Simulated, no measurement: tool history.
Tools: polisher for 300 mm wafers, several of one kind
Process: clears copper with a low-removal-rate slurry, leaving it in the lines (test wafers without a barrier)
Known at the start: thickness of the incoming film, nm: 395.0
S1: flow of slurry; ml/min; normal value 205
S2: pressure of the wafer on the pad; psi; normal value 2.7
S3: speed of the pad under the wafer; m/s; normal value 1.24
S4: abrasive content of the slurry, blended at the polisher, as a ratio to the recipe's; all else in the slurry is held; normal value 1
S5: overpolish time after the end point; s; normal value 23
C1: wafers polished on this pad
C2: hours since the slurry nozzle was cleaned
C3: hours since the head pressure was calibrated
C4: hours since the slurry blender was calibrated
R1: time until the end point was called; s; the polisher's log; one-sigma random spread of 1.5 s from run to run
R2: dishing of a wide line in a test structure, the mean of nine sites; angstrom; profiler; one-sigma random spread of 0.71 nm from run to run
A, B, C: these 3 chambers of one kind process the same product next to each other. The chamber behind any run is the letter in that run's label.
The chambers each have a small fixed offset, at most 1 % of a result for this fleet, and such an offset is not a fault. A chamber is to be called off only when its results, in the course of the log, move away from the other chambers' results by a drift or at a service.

run	hour	S1	S2	S3	S4	S5	C1	C2	C3	C4	R1	R2
1B	8.8	205	2.7	1.24	1	23	1302	661.1	895.2	170	132.48	388.43
2A	13.9	205	2.7	1.24	1	23	890	135	1146.9	101.3	134.23	384.98
3C	21.4	205	2.7	1.24	1	23	174	500	761	126.8	134.2	373.71
# hour 24.3: chamber A: slurry blender recalibrated
4B	26.7	205	2.7	1.24	1	23	1380	679	913.1	187.9	133.22	389.71
5C	32.5	205	2.7	1.24	1	23	222	511.1	772.1	137.9	133.64	378.35
6A	40.8	205	2.7	1.24	1	23	1007	161.9	1173.8	16.6	132.33	390.86
7A	46.8	205	2.7	1.24	1	23	1033	167.9	1179.8	22.6	132.99	369.28
8B	50.7	205	2.7	1.24	1	23	1484	703	937.1	211.9	136.24	379.44
# hour 55: chamber C: slurry blender recalibrated
9C	59.6	205	2.7	1.24	1	23	339	538.2	799.2	4.6	132.71	377.4
10C	67.3	205	2.7	1.24	1	23	373	545.9	806.9	12.3	133	389.33
11A	73	205	2.2	1.24	1	23	1147	194.1	1206	48.8	162.7	320.06
# hour 78.6: chamber B: worn pad replaced by a new one
12B	82	205	2.2	1.24	1	23	14	734.3	968.4	243.2	164.18	321.53
13B	90.9	205	2.2	1.24	1	23	53	743.2	977.3	252.1	161.71	337.55
# hour 96.7: chamber A: worn pad replaced by a new one
14A	96.8	205	2.7	1.24	1	23	0	217.9	1229.8	72.6	133.27	369.79
15C	100.9	205	2.7	1.24	1	23	519	579.5	840.5	45.9	131.43	382.65
16C	106.6	205	2.7	1.24	1	23	543	585.2	846.2	51.6	133.54	395.36
# hour 110.8: chamber A: slurry nozzle cleaned
17A	111.9	205	2.7	1.24	1	23	66	1.1	1244.9	87.7	133.99	378.84
18B	120.2	205	2.7	1.24	1	23	180	772.5	1006.6	281.4	133	398.69
# hour 120.5: chamber C: worn pad replaced by a new one
19C	125.1	205	2.7	1.24	1	23	20	603.7	864.7	70.1	134.96	383.16
20B	132.7	270	2.7	0.86	1	23	234	785	1019.1	293.9	185.13	295.93
21A	136.9	270	2.7	0.86	1	23	174	26.1	1269.9	112.7	187.19	302.94
22B	143.7	270	2.7	0.86	1	23	282	796	1030.1	304.9	187.49	298.92
# hour 145: chamber A: slurry blender recalibrated
23C	148.2	205	2.7	1.24	1	23	120	626.8	887.8	93.2	134.05	376.73
24A	152.9	205	2.7	1.24	1	23	243	42.1	1285.9	7.9	131.59	380.64
25B	159.8	205	2.7	1.24	1	23	352	812.1	1046.2	321	132.13	382
26C	165.9	205	2.7	1.24	1	23	197	644.5	905.5	110.9	134.22	381.06
27A	171.4	205	2.7	1.24	1	23	324	60.6	1304.4	26.4	133	384.03
28A	177.3	205	2.7	1.24	1	23	349	66.5	1310.3	32.3	133.64	376.89
29C	182.2	205	2.7	1.24	1	23	267	660.8	921.8	127.2	132.83	371.41
30B	188.5	205	2.7	1.24	1	23	476	840.8	1074.9	349.7	133.78	392.88
31A	192.9	205	2.7	1.24	1	23	417	82.1	1325.9	47.9	130.46	379.72
32B	197.4	205	2.7	1.24	1	23	515	849.7	1083.8	358.6	137.3	388.02
33C	202.5	205	2.7	1.24	1	23	356	681.1	942.1	147.5	134.83	395.83
34C	208.6	205	2.7	1.24	0.75	23	382	687.2	948.2	153.6	140.3	374.18
35B	213.8	205	2.7	1.24	0.75	23	586	866.1	1100.2	375	143.64	365.77
36A	219.9	205	2.7	1.24	0.75	23	534	109.1	1352.9	74.9	140.77	363.34
# hour 220.2: chamber B: slurry nozzle cleaned
# hour 224.3: chamber C: slurry blender recalibrated
37C	224.3	205	2.7	1.24	1	23	450	702.9	963.9	0	133.35	400.39
38B	229.3	205	2.7	1.24	1	23	653	9.1	1115.7	390.5	134.22	398.93
39A	235	205	2.7	1.24	1	23	599	124.2	1368	90	132.82	379.08
40C	243.2	205	2.7	1.24	1	23	532	721.8	982.8	18.9	132.84	396.29
41A	249.6	205	2.7	1.24	1	23	663	138.8	1382.6	104.6	130.78	383.91
42B	253.6	205	2.7	1.02	1	29	758	33.4	1140	414.8	164.51	403.37
# hour 255.4: chamber A: slurry blender recalibrated
43A	258.9	205	2.7	1.02	1	29	703	148.1	1391.9	3.6	162.87	402.42

All 3 chambers run these settings next. Forecast each chamber's results:
44A	265.3	205	2.7	0.88	1	23					?	?
44B	265.3	205	2.7	0.88	1	23					?	?
44C	265.3	205	2.7	0.88	1	23					?	?

run	R1	R2
44A	186.41	303.58
44B	191.66	299.91
44C	188.63	301.21
